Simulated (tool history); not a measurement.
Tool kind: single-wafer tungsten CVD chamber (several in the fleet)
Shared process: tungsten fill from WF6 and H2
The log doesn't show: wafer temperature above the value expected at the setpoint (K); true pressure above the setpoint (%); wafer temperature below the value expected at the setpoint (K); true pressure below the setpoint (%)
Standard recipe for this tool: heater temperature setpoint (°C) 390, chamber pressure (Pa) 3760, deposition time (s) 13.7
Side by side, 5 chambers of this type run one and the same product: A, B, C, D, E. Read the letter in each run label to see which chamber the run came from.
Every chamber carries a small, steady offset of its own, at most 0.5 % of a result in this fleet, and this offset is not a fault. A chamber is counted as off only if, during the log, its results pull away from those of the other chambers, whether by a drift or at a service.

run   hour  heater temperature setpoint (°C)  chamber pressure (Pa)  deposition time (s)  hours since the last thermocouple change  hours since the last manometer calibration  read-back reference wafer on the same gauge, thickness_nm  mean film thickness on the monitor wafer (angstrom)
 1A    6.3                               390                   3760                 13.7                                     279.3                                      1614.4                                                     32.204                                               323.41
 2E   16.7                               390                   3760                 13.7                                     853.2                                       125.5                                                     32.252                                               318.87
 3B   27.2                               390                   3760                 13.7                                     416.3                                       583.5                                                     32.187                                               321.62
 4D   34.9                               390                   3760                 13.7                                     674.4                                         783                                                     32.209                                               319.44
 5C   46.5                               394                   3760                 12.6                                     911.2                                      1257.3                                                     32.188                                               316.97
 6B   53.9                               394                   3760                 12.6                                       443                                       610.2                                                     32.199                                               316.06
 7D   63.1                               394                   3760                 12.6                                     702.6                                       811.2                                                     32.216                                               316.63
 8E   74.5                               394                   3760                 12.6                                       911                                       183.3                                                     32.183                                               313.65
 9A   84.8                               394                   3760                 12.6                                     357.8                                      1692.9                                                      32.21                                               315.11
10C   94.3                               395                   3760                 13.7                                       959                                      1305.1                                                     32.204                                               349.57
11E  103.9                               395                   3760                 13.7                                     940.4                                       212.7                                                     32.206                                               349.89
12B  114.6                               395                   3760                 13.7                                     503.7                                       670.9                                                     32.231                                               349.97
13D  120.4                               395                   3760                 13.7                                     759.9                                       868.5                                                     32.185                                               350.89
14A  130.6                               395                   3760                 13.7                                     403.6                                      1738.7                                                     32.174                                               352.56
15C    136                               390                   3760                 13.7                                    1000.7                                      1346.8                                                     32.173                                               320.62
16C  146.6                               390                   3760                 13.7                                    1011.3                                      1357.4                                                      32.22                                               321.79
17E  155.2                               390                   3760                 13.7                                     991.7                                         264                                                     32.218                                                315.1
18B  160.5                               390                   3760                 13.7                                     549.6                                       716.8                                                     32.197                                                318.4
19A  166.9                               405                   3053                 13.7                                     439.9                                        1775                                                     32.206                                               382.81
20D  173.8                               405                   3053                 13.7                                     813.3                                       921.9                                                      32.19                                                  375
21C  178.8                               405                   3053                 13.7                                    1043.5                                      1389.6                                                     32.174                                               378.78
22E  190.3                               405                   3053                 13.7                                    1026.8                                       299.1                                                     32.209                                               380.59
23A  196.3                               405                   3053                 13.7                                     469.3                                      1804.4                                                     32.241                                                  384
24B  201.4                               390                   3760                 13.7                                     590.5                                       757.7                                                     32.152                                               320.03
       207  -- chamber D: capacitance manometer re-zeroed and calibrated
25D  208.8                               390                   3760                 13.7                                     848.3                                         1.9                                                     32.211                                               310.42
26B  219.6                               390                   3760                 13.7                                     608.7                                       775.9                                                      32.19                                               320.19
27E  225.6                               390                   3760                 12.5                                    1062.1                                       334.4                                                     32.205                                                288.1
28A  232.5                               390                   3760                 12.5                                     505.5                                      1840.6                                                     32.226                                               292.11
29C  241.2                               390                   3760                 12.5                                    1105.9                                        1452                                                     32.151                                               289.98
30D  251.5                               390                   3760                 12.5                                       891                                        44.6                                                     32.206                                               281.43
31C  257.4                               390                   3760                 12.5                                    1122.1                                      1468.2                                                     32.204                                               290.79
32A  265.9                               390                   3760                 13.7                                     538.9                                        1874                                                     32.198                                               317.95
33E  273.8                               390                   3760                 13.7                                    1110.3                                       382.6                                                     32.188                                               314.95
34B  284.2                               390                   3760                 13.7                                     673.3                                       840.5                                                     32.186                                               318.88

All 5 chambers run these settings next. Forecast each chamber's results:
35A  292.6                               404                   3760                 13.7                                                                                                                                                                                                     ?
35B  292.6                               404                   3760                 13.7                                                                                                                                                                                                     ?
35C  292.6                               404                   3760                 13.7                                                                                                                                                                                                     ?
35D  292.6                               404                   3760                 13.7                                                                                                                                                                                                     ?
35E  292.6                               404                   3760                 13.7                                                                                                                                                                                                     ?

run  mean film thickness on the monitor wafer (angstrom)
35A                                               418.58
35B                                               414.07
35C                                               412.85
35D                                                399.4
35E                                               410.34
